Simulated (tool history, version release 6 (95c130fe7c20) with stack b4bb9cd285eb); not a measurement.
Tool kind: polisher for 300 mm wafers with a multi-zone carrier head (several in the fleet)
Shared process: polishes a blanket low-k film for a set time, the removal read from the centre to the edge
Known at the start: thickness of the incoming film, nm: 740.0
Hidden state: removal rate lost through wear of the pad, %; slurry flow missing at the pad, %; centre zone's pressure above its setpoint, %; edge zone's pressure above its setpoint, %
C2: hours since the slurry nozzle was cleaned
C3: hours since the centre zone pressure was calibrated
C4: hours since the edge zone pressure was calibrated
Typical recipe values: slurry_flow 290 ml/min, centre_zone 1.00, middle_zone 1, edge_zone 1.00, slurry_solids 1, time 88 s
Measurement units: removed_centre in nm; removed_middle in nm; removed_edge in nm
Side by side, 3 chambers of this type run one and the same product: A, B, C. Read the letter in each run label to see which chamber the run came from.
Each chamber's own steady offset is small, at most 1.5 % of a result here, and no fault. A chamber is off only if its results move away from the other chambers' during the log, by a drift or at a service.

At day 0.046: chamber B: worn pad replaced by a new one.
Run 1B, day 0.179: usual settings; wafers polished on this pad 35; C2 721.4; C3 100.5; C4 543.7. Result: removed_centre 26.870 nm, removed_middle 27.467 nm, removed_edge 26.551 nm.
Run 2A, day 0.433: usual settings; wafers polished on this pad 473; C2 382.3; C3 504.0; C4 110.2. Result: removed_centre 27.685 nm, removed_middle 27.477 nm, removed_edge 27.031 nm.
At day 0.496: chamber B: slurry nozzle cleaned.
Run 3C, day 0.704: usual settings; wafers polished on this pad 254; C2 62.3; C3 83.2; C4 425.7. Result: removed_centre 27.135 nm, removed_middle 26.918 nm, removed_edge 27.035 nm.
Run 4C, day 0.862: usual settings; wafers polished on this pad 295; C2 66.1; C3 87.0; C4 429.5. Result: removed_centre 27.797 nm, removed_middle 26.947 nm, removed_edge 27.125 nm.
At day 1.012: chamber A: worn pad replaced by a new one.
Run 5B, day 1.029: usual settings; wafers polished on this pad 257; C2 12.8; C3 120.9; C4 564.1. Result: removed_centre 27.059 nm, removed_middle 27.474 nm, removed_edge 27.191 nm.
Run 6A, day 1.192: usual settings; wafers polished on this pad 46; C2 400.5; C3 522.2; C4 128.4. Result: removed_centre 27.356 nm, removed_middle 26.687 nm, removed_edge 27.355 nm.
Run 7A, day 1.367: usual settings; wafers polished on this pad 92; C2 404.7; C3 526.4; C4 132.6. Result: removed_centre 27.537 nm, removed_middle 27.772 nm, removed_edge 26.922 nm.
Run 8C, day 1.642: usual settings; wafers polished on this pad 499; C2 84.8; C3 105.7; C4 448.2. Result: removed_centre 27.371 nm, removed_middle 27.464 nm, removed_edge 27.034 nm.
Run 9B, day 1.912: usual settings; wafers polished on this pad 488; C2 34.0; C3 142.1; C4 585.3. Result: removed_centre 27.327 nm, removed_middle 27.492 nm, removed_edge 27.572 nm.
Run 10B, day 2.129: usual settings; wafers polished on this pad 545; C2 39.2; C3 147.3; C4 590.5. Result: removed_centre 26.859 nm, removed_middle 27.652 nm, removed_edge 27.166 nm.
Run 11C, day 2.362: usual settings; wafers polished on this pad 687; C2 102.1; C3 123.0; C4 465.5. Result: removed_centre 27.600 nm, removed_middle 26.780 nm, removed_edge 26.701 nm.
Run 12A, day 2.488: usual settings; wafers polished on this pad 385; C2 431.6; C3 553.3; C4 159.5. Result: removed_centre 27.996 nm, removed_middle 27.235 nm, removed_edge 27.951 nm.
Run 13A, day 2.692: usual settings; wafers polished on this pad 438; C2 436.5; C3 558.2; C4 164.4. Result: removed_centre 27.639 nm, removed_middle 27.307 nm, removed_edge 27.965 nm.
Run 14B, day 2.883: usual settings; wafers polished on this pad 742; C2 57.3; C3 165.4; C4 608.6. Result: removed_centre 27.908 nm, removed_middle 27.475 nm, removed_edge 27.341 nm.
Run 15C, day 3.083: usual settings; wafers polished on this pad 875; C2 119.4; C3 140.3; C4 482.8. Result: removed_centre 27.185 nm, removed_middle 27.170 nm, removed_edge 27.016 nm.
Run 16A, day 3.300: usual settings; wafers polished on this pad 597; C2 451.1; C3 572.8; C4 179.0. Result: removed_centre 27.192 nm, removed_middle 27.552 nm, removed_edge 27.421 nm.
At day 3.317: chamber A: worn pad replaced by a new one.
Run 17B, day 3.446: usual settings; wafers polished on this pad 889; C2 70.8; C3 178.9; C4 622.1. Result: removed_centre 27.594 nm, removed_middle 27.797 nm, removed_edge 27.450 nm.
Run 18C, day 3.708: usual settings; wafers polished on this pad 1039; C2 134.4; C3 155.3; C4 497.8. Result: removed_centre 27.502 nm, removed_middle 26.961 nm, removed_edge 27.254 nm.
Run 19A, day 3.850: usual settings; wafers polished on this pad 139; C2 464.3; C3 586.0; C4 192.2. Result: removed_centre 26.936 nm, removed_middle 27.522 nm, removed_edge 27.123 nm.
Run 20B, day 4.117: usual settings; wafers polished on this pad 1064; C2 86.9; C3 195.0; C4 638.2. Result: removed_centre 27.322 nm, removed_middle 27.506 nm, removed_edge 26.479 nm.
At day 4.154: chamber C: worn pad replaced by a new one.
Run 21C, day 4.279: usual settings; wafers polished on this pad 33; C2 148.1; C3 169.0; C4 511.5. Result: removed_centre 27.404 nm, removed_middle 26.695 nm, removed_edge 27.317 nm.
Run 22A, day 4.429: usual settings but edge_zone 0.95, time 72 s; wafers polished on this pad 291; C2 478.2; C3 599.9; C4 206.1. Result: removed_centre 22.360 nm, removed_middle 22.115 nm, removed_edge 22.090 nm.
At day 4.588: chamber B: worn pad replaced by a new one.
Run 23C, day 4.642: usual settings but edge_zone 0.95, time 72 s; wafers polished on this pad 128; C2 156.8; C3 177.7; C4 520.2. Result: removed_centre 22.649 nm, removed_middle 22.436 nm, removed_edge 21.674 nm.
Run 24B, day 4.858: usual settings but edge_zone 0.95, time 72 s; wafers polished on this pad 71; C2 104.7; C3 212.8; C4 656.0. Result: removed_centre 22.128 nm, removed_middle 22.713 nm, removed_edge 21.556 nm.
Run 25B, day 5.062: usual settings; wafers polished on this pad 124; C2 109.6; C3 217.7; C4 660.9. Result: removed_centre 27.311 nm, removed_middle 27.775 nm, removed_edge 27.118 nm.
Run 26C, day 5.225: usual settings; wafers polished on this pad 280; C2 170.8; C3 191.7; C4 534.2. Result: removed_centre 26.780 nm, removed_middle 26.512 nm, removed_edge 27.566 nm.

Is one chamber out of step, is the gauge drifting, or do the chambers differ by no more than their own small offsets? For an off chamber, give its letter and the likeliest cause.

No chamber is off and the gauge is stable; the differences are just each chamber's small, constant offset.

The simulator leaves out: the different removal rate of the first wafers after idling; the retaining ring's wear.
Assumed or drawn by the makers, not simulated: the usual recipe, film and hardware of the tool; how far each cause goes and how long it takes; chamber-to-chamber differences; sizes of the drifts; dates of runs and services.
